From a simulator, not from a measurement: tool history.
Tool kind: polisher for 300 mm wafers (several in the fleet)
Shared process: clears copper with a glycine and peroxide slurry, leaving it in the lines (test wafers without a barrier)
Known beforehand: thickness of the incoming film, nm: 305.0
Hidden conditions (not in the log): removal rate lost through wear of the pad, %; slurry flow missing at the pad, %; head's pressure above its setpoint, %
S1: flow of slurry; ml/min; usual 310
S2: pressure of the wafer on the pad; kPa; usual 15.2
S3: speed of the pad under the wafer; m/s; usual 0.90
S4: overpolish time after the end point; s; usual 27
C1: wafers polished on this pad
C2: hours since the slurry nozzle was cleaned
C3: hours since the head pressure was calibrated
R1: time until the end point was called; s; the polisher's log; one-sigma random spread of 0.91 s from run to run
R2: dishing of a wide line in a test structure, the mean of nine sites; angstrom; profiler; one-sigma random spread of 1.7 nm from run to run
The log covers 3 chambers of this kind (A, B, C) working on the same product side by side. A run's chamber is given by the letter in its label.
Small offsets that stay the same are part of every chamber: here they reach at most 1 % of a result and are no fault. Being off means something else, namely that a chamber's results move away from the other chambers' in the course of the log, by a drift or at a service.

run,hour,S1,S2,S3,S4,C1,C2,C3,R1,R2
1B,8.2,310,15.2,0.90,27,337,313.2,138.7,65.374,762.87
2A,14.6,310,15.2,0.90,27,694,49.3,916.6,65.279,738.25
3C,18.9,310,15.2,0.90,27,1017,229.7,382.3,66.728,733.35
# hour 20.7: chamber C: slurry nozzle cleaned
# hour 27.2: chamber A: head pressure recalibrated
4C,27.8,310,15.2,0.90,27,1104,7.1,391.2,66.551,776.30
5B,37.0,310,15.2,0.90,27,618,342.0,167.5,65.878,733.22
# hour 38.4: chamber B: slurry nozzle cleaned
# hour 44.3: chamber B: worn pad replaced by a new one
6A,44.6,310,15.2,0.90,27,987,79.3,17.5,67.439,699.19
7A,52.7,310,15.2,0.90,27,1066,87.4,25.6,65.509,744.50
# hour 54.1: chamber A: worn pad replaced by a new one
8C,57.9,310,15.2,0.90,27,1397,37.2,421.3,63.824,761.28
9B,66.8,310,15.2,0.90,27,219,28.4,197.3,63.698,760.61
10A,71.6,310,15.2,0.90,27,171,106.3,44.5,67.447,742.43
11B,79.6,310,15.2,0.90,27,344,41.2,210.1,65.479,745.02
12C,86.8,310,15.2,0.90,27,1680,66.1,450.2,65.484,712.30
# hour 87.3: chamber C: head pressure recalibrated
13B,92.5,310,15.2,0.90,27,470,54.1,223.0,65.209,738.11
14A,100.2,310,15.2,0.90,27,450,134.9,73.1,65.696,707.16
# hour 106.3: chamber B: worn pad replaced by a new one
15C,108.8,310,15.2,0.90,27,1894,88.1,21.6,67.224,748.40
16B,113.4,310,15.2,0.90,27,69,75.0,243.9,67.430,747.17
17A,122.3,310,15.2,0.90,27,666,157.0,95.2,66.694,762.90
18C,127.8,310,15.2,0.90,27,2080,107.1,40.6,68.715,711.56
19B,137.1,310,15.2,0.90,27,301,98.7,267.6,64.676,759.74
20C,142.4,310,15.2,0.90,27,2222,121.7,55.2,67.302,737.39
21A,150.4,310,15.2,0.90,27,940,185.1,123.3,65.896,730.93
22C,156.0,310,15.2,0.90,27,2355,135.3,68.8,67.957,721.07
23B,163.3,310,15.2,0.90,27,557,124.9,293.8,65.872,763.38
24A,169.4,310,15.2,0.90,27,1126,204.1,142.3,65.062,745.94
# hour 171.8: chamber A: worn pad replaced by a new one
25B,174.9,310,15.2,0.90,27,670,136.5,305.4,64.815,725.66
# hour 178.4: chamber B: worn pad replaced by a new one
26C,180.5,310,15.2,0.90,27,2594,159.8,93.3,68.761,713.95
27A,184.6,310,15.2,0.90,27,125,219.3,157.5,65.953,778.42
28A,189.2,310,15.2,0.90,27,170,223.9,162.1,67.758,749.29
29B,197.8,310,15.2,1.04,27,190,159.4,328.3,58.513,789.66
30C,206.9,310,15.2,1.04,27,2852,186.2,119.7,62.160,776.20
31C,215.7,310,15.2,1.04,27,2938,195.0,128.5,64.076,765.48
32A,223.0,310,15.2,0.90,27,500,257.7,195.9,66.599,722.50
33B,231.5,310,15.2,0.90,27,519,193.1,362.0,66.908,742.35
# hour 236.0: chamber B: worn pad replaced by a new one
34B,236.3,310,15.2,0.90,27,3,197.9,366.8,65.209,768.63
35C,240.9,275,15.2,0.90,20,3184,220.2,153.7,70.567,521.05
36A,248.7,275,15.2,0.90,20,751,283.4,221.6,67.705,589.08
37C,256.0,275,15.2,0.90,20,3331,235.3,168.8,73.776,554.11
38B,264.1,310,15.2,0.90,27,274,225.7,394.6,67.563,753.11
39A,273.5,310,15.2,0.90,27,993,308.2,246.4,66.417,744.45
40B,280.4,310,15.2,0.90,27,434,242.0,410.9,65.799,732.91
41A,289.8,310,15.2,0.90,27,1152,324.5,262.7,66.897,716.51

All chambers now run identical settings, listed one chamber a line with results as question marks. What results will each chamber show?
42A,296.7,310,15.2,0.90,27,,,,?,?
42B,296.7,310,15.2,0.90,27,,,,?,?
42C,296.7,310,15.2,0.90,27,,,,?,?

run,R1,R2
42A,65.926,754.28
42B,64.971,709.66
42C,73.718,658.83
